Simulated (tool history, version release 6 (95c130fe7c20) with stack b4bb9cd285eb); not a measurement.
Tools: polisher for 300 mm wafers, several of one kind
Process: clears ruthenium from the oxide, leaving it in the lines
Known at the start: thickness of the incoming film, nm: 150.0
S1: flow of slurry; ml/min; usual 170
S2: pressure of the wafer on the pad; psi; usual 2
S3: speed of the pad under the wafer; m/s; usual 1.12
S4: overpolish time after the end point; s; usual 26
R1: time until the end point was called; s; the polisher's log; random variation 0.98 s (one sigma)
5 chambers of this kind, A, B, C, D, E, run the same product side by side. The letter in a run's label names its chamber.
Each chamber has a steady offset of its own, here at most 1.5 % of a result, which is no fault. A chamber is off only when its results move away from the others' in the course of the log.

{"hour": 0.3, "done": "chamber A: head pressure recalibrated"}
{"run": "1D", "hour": 8.8, "S1": 170, "S2": 2, "S3": 1.12, "S4": 26, "R1": 119.31}
{"run": "2E", "hour": 14.5, "S1": 170, "S2": 2, "S3": 1.12, "S4": 26, "R1": 118.49}
{"hour": 24.2, "done": "chamber A: worn pad replaced by a new one"}
{"run": "3A", "hour": 25.0, "S1": 170, "S2": 2, "S3": 1.12, "S4": 26, "R1": 118.86}
{"run": "4B", "hour": 31.6, "S1": 170, "S2": 2, "S3": 1.12, "S4": 26, "R1": 116.81}
{"run": "5C", "hour": 39.1, "S1": 170, "S2": 2, "S3": 0.88, "S4": 21, "R1": 151.22}
{"hour": 40.1, "done": "chamber B: slurry nozzle cleaned"}
{"run": "6B", "hour": 47.3, "S1": 170, "S2": 2, "S3": 0.88, "S4": 21, "R1": 149.02}
{"hour": 51.1, "done": "chamber A: slurry nozzle cleaned"}
{"hour": 52.1, "done": "chamber E: worn pad replaced by a new one"}
{"run": "7D", "hour": 58.6, "S1": 170, "S2": 2, "S3": 0.88, "S4": 21, "R1": 148.1}
{"run": "8C", "hour": 64.4, "S1": 170, "S2": 2, "S3": 0.88, "S4": 21, "R1": 151.14}
{"hour": 68.5, "done": "chamber B: worn pad replaced by a new one"}
{"run": "9A", "hour": 76.5, "S1": 170, "S2": 2, "S3": 0.88, "S4": 21, "R1": 151.55}
{"run": "10E", "hour": 82.2, "S1": 170, "S2": 2, "S3": 1.12, "S4": 26, "R1": 117.23}
{"hour": 82.5, "done": "chamber D: worn pad replaced by a new one"}
{"run": "11D", "hour": 89.0, "S1": 170, "S2": 2, "S3": 1.12, "S4": 26, "R1": 118.49}
{"run": "12E", "hour": 100.6, "S1": 170, "S2": 2.2, "S3": 1.12, "S4": 26, "R1": 106.88}
{"hour": 103.0, "done": "chamber D: head pressure recalibrated"}
{"hour": 105.6, "done": "chamber A: worn pad replaced by a new one"}
{"run": "13A", "hour": 106.4, "S1": 170, "S2": 2.2, "S3": 1.12, "S4": 26, "R1": 107.61}
{"run": "14C", "hour": 118.1, "S1": 170, "S2": 2.2, "S3": 1.12, "S4": 26, "R1": 107.38}
{"hour": 120.9, "done": "chamber C: worn pad replaced by a new one"}
{"run": "15B", "hour": 124.8, "S1": 170, "S2": 2.2, "S3": 1.12, "S4": 26, "R1": 108.33}
{"run": "16C", "hour": 133.7, "S1": 170, "S2": 2.2, "S3": 1.12, "S4": 26, "R1": 108.23}
{"hour": 139.1, "done": "chamber D: slurry nozzle cleaned"}
{"run": "17D", "hour": 144.1, "S1": 170, "S2": 2, "S3": 1.12, "S4": 26, "R1": 123.33}
{"run": "18A", "hour": 151.1, "S1": 170, "S2": 2, "S3": 1.12, "S4": 26, "R1": 120.24}
{"hour": 158.7, "done": "chamber E: worn pad replaced by a new one"}
{"run": "19B", "hour": 163.6, "S1": 170, "S2": 2, "S3": 1.12, "S4": 26, "R1": 119.17}
{"hour": 169.5, "done": "chamber E: slurry nozzle cleaned"}
{"run": "20E", "hour": 172.6, "S1": 170, "S2": 2, "S3": 1.12, "S4": 26, "R1": 118.22}
{"hour": 175.1, "done": "chamber A: worn pad replaced by a new one"}
{"run": "21A", "hour": 180.1, "S1": 170, "S2": 2, "S3": 1.12, "S4": 26, "R1": 118.52}
{"run": "22D", "hour": 189.7, "S1": 170, "S2": 2, "S3": 1.12, "S4": 26, "R1": 125.61}
{"run": "23C", "hour": 196.8, "S1": 190, "S2": 2, "S3": 1.12, "S4": 19, "R1": 118.41}
{"hour": 202.4, "done": "chamber D: worn pad replaced by a new one"}
{"hour": 207.9, "done": "chamber B: worn pad replaced by a new one"}
{"run": "24B", "hour": 208.8, "S1": 190, "S2": 2, "S3": 1.12, "S4": 19, "R1": 115.18}
{"run": "25E", "hour": 219.5, "S1": 190, "S2": 2, "S3": 1.12, "S4": 19, "R1": 116.5}
{"run": "26E", "hour": 225.8, "S1": 190, "S2": 2, "S3": 1.12, "S4": 19, "R1": 116.43}
{"run": "27A", "hour": 232.6, "S1": 190, "S2": 2, "S3": 1.12, "S4": 19, "R1": 117.71}
{"run": "28D", "hour": 240.2, "S1": 170, "S2": 2, "S3": 1.12, "S4": 26, "R1": 125.51}
{"run": "29B", "hour": 247.0, "S1": 170, "S2": 2, "S3": 1.12, "S4": 26, "R1": 119.77}
{"hour": 248.5, "done": "chamber A: slurry nozzle cleaned"}
{"hour": 255.2, "done": "chamber A: worn pad replaced by a new one"}
{"run": "30C", "hour": 258.3, "S1": 170, "S2": 2, "S3": 1.12, "S4": 26, "R1": 120.53}
{"hour": 262.5, "done": "chamber E: worn pad replaced by a new one"}
{"run": "31B", "hour": 268.5, "S1": 170, "S2": 2, "S3": 1.12, "S4": 26, "R1": 117.31}
{"hour": 273.9, "done": "chamber C: worn pad replaced by a new one"}
{"run": "32A", "hour": 279.7, "S1": 170, "S2": 2, "S3": 1.12, "S4": 26, "R1": 117.85}
{"run": "33C", "hour": 286.2, "S1": 170, "S2": 1.3, "S3": 0.86, "S4": 26, "R1": 241.91}
{"run": "34D", "hour": 293.9, "S1": 170, "S2": 1.3, "S3": 0.86, "S4": 26, "R1": 245.33}
{"run": "35E", "hour": 300.7, "S1": 170, "S2": 1.3, "S3": 0.86, "S4": 26, "R1": 235.66}
{"run": "36A", "hour": 313.1, "S1": 170, "S2": 1.3, "S3": 0.86, "S4": 26, "R1": 237.17}

What goes on in this fleet: one chamber off, a drifting gauge, or nothing beyond the chambers' own small offsets? Name the chamber and the cause, if any.

A service left chamber D off against the others.
Cause: head's pressure below its setpoint, % = 5.16.

Here are 4 candidates for chamber D's next run, each the usual settings with a change, their results left as question marks. Which one brings its results back in line with what the others give on the usual settings?
In line means no further than this from the other chambers' mean on the usual settings: R1 3.4 s
{"run": "37D-1", "hour": 322.2, "S1": 170, "S2": 1.9, "S3": 1.08, "S4": 26, "R1": "?"}
{"run": "37D-2", "hour": 322.2, "S1": 170, "S2": 2.1, "S3": 1.18, "S4": 26, "R1": "?"}
{"run": "37D-3", "hour": 322.2, "S1": 170, "S2": 2, "S3": 1.16, "S4": 26, "R1": "?"}
{"run": "37D-4", "hour": 322.2, "S1": 170, "S2": 1.9, "S3": 1.12, "S4": 26, "R1": "?"}

The other chambers' mean on the usual settings: R1 118.94 s
run=37D-1 R1=136.12
run=37D-2 R1=112.88
run=37D-3 R1=120.51
run=37D-4 R1=131.3
37D-3 brings the chamber back in line.
